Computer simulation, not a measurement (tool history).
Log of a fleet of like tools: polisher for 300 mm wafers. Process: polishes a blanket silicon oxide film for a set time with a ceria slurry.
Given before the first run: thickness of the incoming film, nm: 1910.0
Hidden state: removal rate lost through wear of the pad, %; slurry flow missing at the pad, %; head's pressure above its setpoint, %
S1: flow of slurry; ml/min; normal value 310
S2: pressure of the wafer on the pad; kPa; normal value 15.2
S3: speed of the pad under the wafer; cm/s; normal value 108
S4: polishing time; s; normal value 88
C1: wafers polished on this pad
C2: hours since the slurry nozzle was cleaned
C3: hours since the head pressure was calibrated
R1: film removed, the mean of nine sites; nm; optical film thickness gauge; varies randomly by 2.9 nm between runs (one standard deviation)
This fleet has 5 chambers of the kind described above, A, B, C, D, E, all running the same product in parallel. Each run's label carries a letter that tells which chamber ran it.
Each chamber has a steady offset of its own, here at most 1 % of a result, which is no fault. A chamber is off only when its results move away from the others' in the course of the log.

run 1E day=0.496 | S1=310 S2=15.2 S3=108 S4=88 | C1=340 C2=333.9 C3=474.2 | R1=252.03
run 2A day=1.179 | S1=310 S2=15.2 S3=108 S4=88 | C1=515 C2=465.2 C3=455.6 | R1=251.30
run 3C day=1.654 | S1=310 S2=15.2 S3=108 S4=88 | C1=660 C2=751.9 C3=107.1 | R1=255.03
-- day=1.688 chamber E: worn pad replaced by a new one
-- day=1.742 chamber E: slurry nozzle cleaned
run 4B day=1.979 | S1=310 S2=15.2 S3=108 S4=88 | C1=515 C2=127.9 C3=354.4 | R1=245.62
-- day=2.517 chamber A: worn pad replaced by a new one
run 5D day=2.621 | S1=310 S2=15.2 S3=108 S4=88 | C1=1322 C2=634.9 C3=67.3 | R1=249.56
-- day=2.646 chamber C: slurry nozzle cleaned
-- day=2.667 chamber A: slurry nozzle cleaned
-- day=3.071 chamber D: slurry nozzle cleaned
run 6D day=3.304 | S1=310 S2=15.2 S3=108 S4=88 | C1=1422 C2=5.6 C3=83.7 | R1=251.53
-- day=3.329 chamber D: worn pad replaced by a new one
-- day=3.475 chamber C: worn pad replaced by a new one
-- day=3.696 chamber E: head pressure recalibrated
run 7B day=3.792 | S1=260 S2=15.2 S3=108 S4=113 | C1=781 C2=171.4 C3=397.9 | R1=321.84
run 8E day=4.150 | S1=260 S2=15.2 S3=108 S4=113 | C1=361 C2=57.8 C3=11.0 | R1=317.29
run 9C day=4.533 | S1=260 S2=15.2 S3=108 S4=113 | C1=155 C2=45.3 C3=176.2 | R1=319.90
run 10A day=4.967 | S1=260 S2=15.2 S3=108 S4=113 | C1=359 C2=55.3 C3=546.5 | R1=312.08
-- day=5.375 chamber E: worn pad replaced by a new one
run 11A day=5.467 | S1=260 S2=15.2 S3=108 S4=113 | C1=433 C2=67.3 C3=558.5 | R1=319.94
run 12E day=5.833 | S1=310 S2=15.2 S3=108 S4=97 | C1=67 C2=98.2 C3=51.4 | R1=271.67
run 13C day=6.467 | S1=310 S2=15.2 S3=108 S4=97 | C1=439 C2=91.7 C3=222.6 | R1=269.93
run 14D day=7.000 | S1=310 S2=15.2 S3=108 S4=97 | C1=538 C2=94.3 C3=172.4 | R1=273.51
-- day=7.312 chamber A: worn pad replaced by a new one
run 15B day=7.500 | S1=310 S2=15.2 S3=108 S4=97 | C1=1325 C2=260.4 C3=486.9 | R1=268.27
run 16D day=7.838 | S1=310 S2=15.2 S3=108 S4=97 | C1=661 C2=114.4 C3=192.5 | R1=281.63
run 17C day=8.212 | S1=310 S2=15.2 S3=108 S4=88 | C1=695 C2=133.6 C3=264.5 | R1=251.34
run 18E day=8.683 | S1=310 S2=15.2 S3=108 S4=88 | C1=485 C2=166.6 C3=119.8 | R1=248.29
run 19B day=9.092 | S1=310 S2=15.2 S3=108 S4=88 | C1=1559 C2=298.6 C3=525.1 | R1=237.39
-- day=9.192 chamber E: worn pad replaced by a new one
-- day=9.412 chamber B: head pressure recalibrated
run 20A day=9.625 | S1=310 S2=15.2 S3=96 S4=98 | C1=339 C2=167.1 C3=658.3 | R1=246.35
run 21C day=10.092 | S1=310 S2=15.2 S3=96 S4=98 | C1=971 C2=178.7 C3=309.6 | R1=247.72
run 22B day=10.754 | S1=310 S2=15.2 S3=96 S4=98 | C1=1802 C2=338.5 C3=32.3 | R1=234.72
run 23E day=11.175 | S1=310 S2=15.2 S3=96 S4=98 | C1=291 C2=226.4 C3=179.6 | R1=242.58
-- day=11.229 chamber C: worn pad replaced by a new one
-- day=11.708 chamber A: worn pad replaced by a new one
run 24A day=11.829 | S1=310 S2=15.2 S3=96 S4=98 | C1=18 C2=220.0 C3=711.2 | R1=247.22
run 25D day=12.500 | S1=310 S2=16.5 S3=84 S4=88 | C1=1345 C2=226.3 C3=304.4 | R1=212.46
-- day=12.625 chamber D: worn pad replaced by a new one
run 26A day=12.942 | S1=310 S2=16.5 S3=84 S4=88 | C1=181 C2=246.7 C3=737.9 | R1=212.11
-- day=13.429 chamber E: worn pad replaced by a new one
run 27D day=13.471 | S1=310 S2=16.5 S3=84 S4=88 | C1=124 C2=249.6 C3=327.7 | R1=209.96
run 28C day=13.988 | S1=310 S2=16.5 S3=84 S4=88 | C1=404 C2=272.2 C3=403.1 | R1=209.83
run 29E day=14.404 | S1=310 S2=16.5 S3=84 S4=88 | C1=143 C2=303.9 C3=257.1 | R1=207.71
run 30B day=14.971 | S1=310 S2=15.2 S3=108 S4=88 | C1=2421 C2=439.7 C3=133.5 | R1=226.05
run 31A day=15.350 | S1=310 S2=15.2 S3=108 S4=88 | C1=534 C2=304.5 C3=795.7 | R1=250.24
run 32D day=16.004 | S1=310 S2=15.2 S3=108 S4=88 | C1=495 C2=310.4 C3=388.5 | R1=253.09
-- day=16.221 chamber E: slurry nozzle cleaned
run 33B day=16.575 | S1=310 S2=15.2 S3=108 S4=88 | C1=2657 C2=478.2 C3=172.0 | R1=227.12
run 34E day=16.979 | S1=310 S2=12.4 S3=126 S4=88 | C1=520 C2=18.2 C3=318.9 | R1=237.84
run 35C day=17.612 | S1=310 S2=12.4 S3=126 S4=88 | C1=936 C2=359.2 C3=490.1 | R1=241.95
run 36D day=17.912 | S1=310 S2=12.4 S3=126 S4=88 | C1=775 C2=356.2 C3=434.3 | R1=244.76

For the next run the whole fleet of 5 chambers uses the same settings. Give each chamber's results:
run 37A day=18.408 | S1=310 S2=15.2 S3=108 S4=88 | R1=?
run 37B day=18.408 | S1=310 S2=15.2 S3=108 S4=88 | R1=?
run 37C day=18.408 | S1=310 S2=15.2 S3=108 S4=88 | R1=?
run 37D day=18.408 | S1=310 S2=15.2 S3=108 S4=88 | R1=?
run 37E day=18.408 | S1=310 S2=15.2 S3=108 S4=88 | R1=?

run=37A R1=249.99
run=37B R1=215.49
run=37C R1=251.75
run=37D R1=253.87
run=37E R1=252.64
